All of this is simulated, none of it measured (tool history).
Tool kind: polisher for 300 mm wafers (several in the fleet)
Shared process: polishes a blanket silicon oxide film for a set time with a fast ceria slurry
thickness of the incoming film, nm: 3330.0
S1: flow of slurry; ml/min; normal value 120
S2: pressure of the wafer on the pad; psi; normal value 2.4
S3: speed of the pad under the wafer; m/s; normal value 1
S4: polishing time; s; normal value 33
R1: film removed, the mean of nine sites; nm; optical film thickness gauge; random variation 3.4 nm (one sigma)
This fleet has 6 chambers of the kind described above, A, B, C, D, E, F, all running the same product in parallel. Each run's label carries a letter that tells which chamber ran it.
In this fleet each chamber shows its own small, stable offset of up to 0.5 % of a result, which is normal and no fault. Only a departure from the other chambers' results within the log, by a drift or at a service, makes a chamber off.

run,day,S1,S2,S3,S4,R1
1B,0.212,120,2.4,1,33,484.63
2F,0.392,120,2.4,1,33,474.78
# day 0.458: chamber B: worn pad replaced by a new one
3C,0.688,120,2.4,1,33,483.07
# day 0.7: chamber D: worn pad replaced by a new one
# day 0.717: chamber E: worn pad replaced by a new one
4E,0.875,120,2.4,1,33,471.17
# day 0.892: chamber A: worn pad replaced by a new one
# day 0.992: chamber C: worn pad replaced by a new one
5D,1.121,120,2.4,1,33,480.27
6A,1.425,120,2.4,1,33,480.78
7D,1.692,120,2.4,1,33,473.99
# day 1.704: chamber E: head pressure recalibrated
8C,1.883,120,2.4,1,33,478.42
9E,2.083,120,2.4,1,33,470.11
10F,2.317,120,2.4,1,33,472.02
11A,2.583,120,2.4,1,33,481.39
12B,2.888,120,2.4,1,33,473.44
# day 2.971: chamber B: worn pad replaced by a new one
# day 3.108: chamber D: worn pad replaced by a new one
# day 3.154: chamber E: worn pad replaced by a new one
13F,3.229,120,2.4,1,33,477.51
# day 3.35: chamber A: worn pad replaced by a new one
14C,3.462,120,2.4,0.84,33,395.6
# day 3.708: chamber C: head pressure recalibrated
# day 3.729: chamber C: worn pad replaced by a new one
15D,3.833,120,2.4,0.84,33,400.13
# day 3.871: chamber E: slurry nozzle cleaned
16A,4.1,120,2.4,0.84,33,400.11
17B,4.362,120,2.4,0.84,33,402.96
18E,4.542,120,2.4,0.84,33,404.11
19C,4.829,120,2.4,0.84,33,401.63
20D,5.125,120,2.4,1,33,473.74
# day 5.275: chamber F: slurry nozzle cleaned
# day 5.325: chamber B: head pressure recalibrated
# day 5.329: chamber E: worn pad replaced by a new one
21E,5.388,120,2.4,1,33,477.71
# day 5.454: chamber A: worn pad replaced by a new one
# day 5.554: chamber B: worn pad replaced by a new one
22A,5.746,120,2.4,1,33,480.24
# day 5.883: chamber D: worn pad replaced by a new one
23B,6.138,120,2.4,1,33,479.64
# day 6.254: chamber A: slurry nozzle cleaned
# day 6.271: chamber C: worn pad replaced by a new one
24F,6.521,120,2.4,1,33,468.43
25A,6.867,120,2.4,1,33,481.93
26B,7.117,120,2.4,1,33,480.2
# day 7.429: chamber E: worn pad replaced by a new one
27F,7.5,135,2.4,1,26,374.63
# day 7.788: chamber A: worn pad replaced by a new one
28D,7.788,135,2.4,1,26,384.31
# day 7.892: chamber B: worn pad replaced by a new one
29E,8.008,135,2.4,1,26,387.07
30C,8.338,135,2.4,1,26,384.54
# day 8.471: chamber C: worn pad replaced by a new one
31B,8.583,135,2.4,1,26,387.69
# day 8.867: chamber D: worn pad replaced by a new one
32D,8.875,135,2.4,1,26,385.99
33C,9.142,120,2.4,1,33,480.33
34A,9.362,120,2.4,1,33,480.21
35F,9.712,120,2.4,1,33,450.69
# day 9.95: chamber A: worn pad replaced by a new one
36E,10.062,120,2.4,1,33,470.79
# day 10.079: chamber B: worn pad replaced by a new one
# day 10.1: chamber E: worn pad replaced by a new one
37B,10.338,120,2.4,1,33,479.01
38D,10.567,120,2.4,1,33,473.33
39E,10.921,120,2.4,1,33,472.81
# day 11.112: chamber C: worn pad replaced by a new one
40F,11.146,120,2.4,1,33,443.88
# day 11.321: chamber D: worn pad replaced by a new one
41C,11.421,120,2.4,0.88,33,417.11
42A,11.667,120,2.4,0.88,33,420.49
43D,11.904,120,2.4,0.88,33,419.77

Has any chamber moved away from the others, gradually or after a service, or does the common gauge drift, or do the chambers differ only by their own small steady offsets? State the chamber and the most likely cause if one applies.

Chamber F drifts away from the others.
What lies behind it: removal rate lost through wear of the pad, % = 8.14.
The log may not separate it from: head's pressure below its setpoint, %.

Which of the 4 candidates below, each the usual settings with something changed and its results left as question marks, puts chamber F back in line with what the other chambers give on the usual settings?
In-line tolerance around the mean of the other chambers on the usual settings: R1 12 nm
44F-1,12.183,125,2.8,1,33,?
44F-2,12.183,120,2.5,1.02,34,?
44F-3,12.183,120,2.3,0.94,31,?
44F-4,12.183,120,2.3,0.98,32,?

The mean the other chambers reach with the usual settings: R1 476.69 nm
run,R1
44F-1,517.36
44F-2,480.66
44F-3,371.69
44F-4,399.75
The right change is 44F-2: it brings the chamber back within the allowed miss of the others.
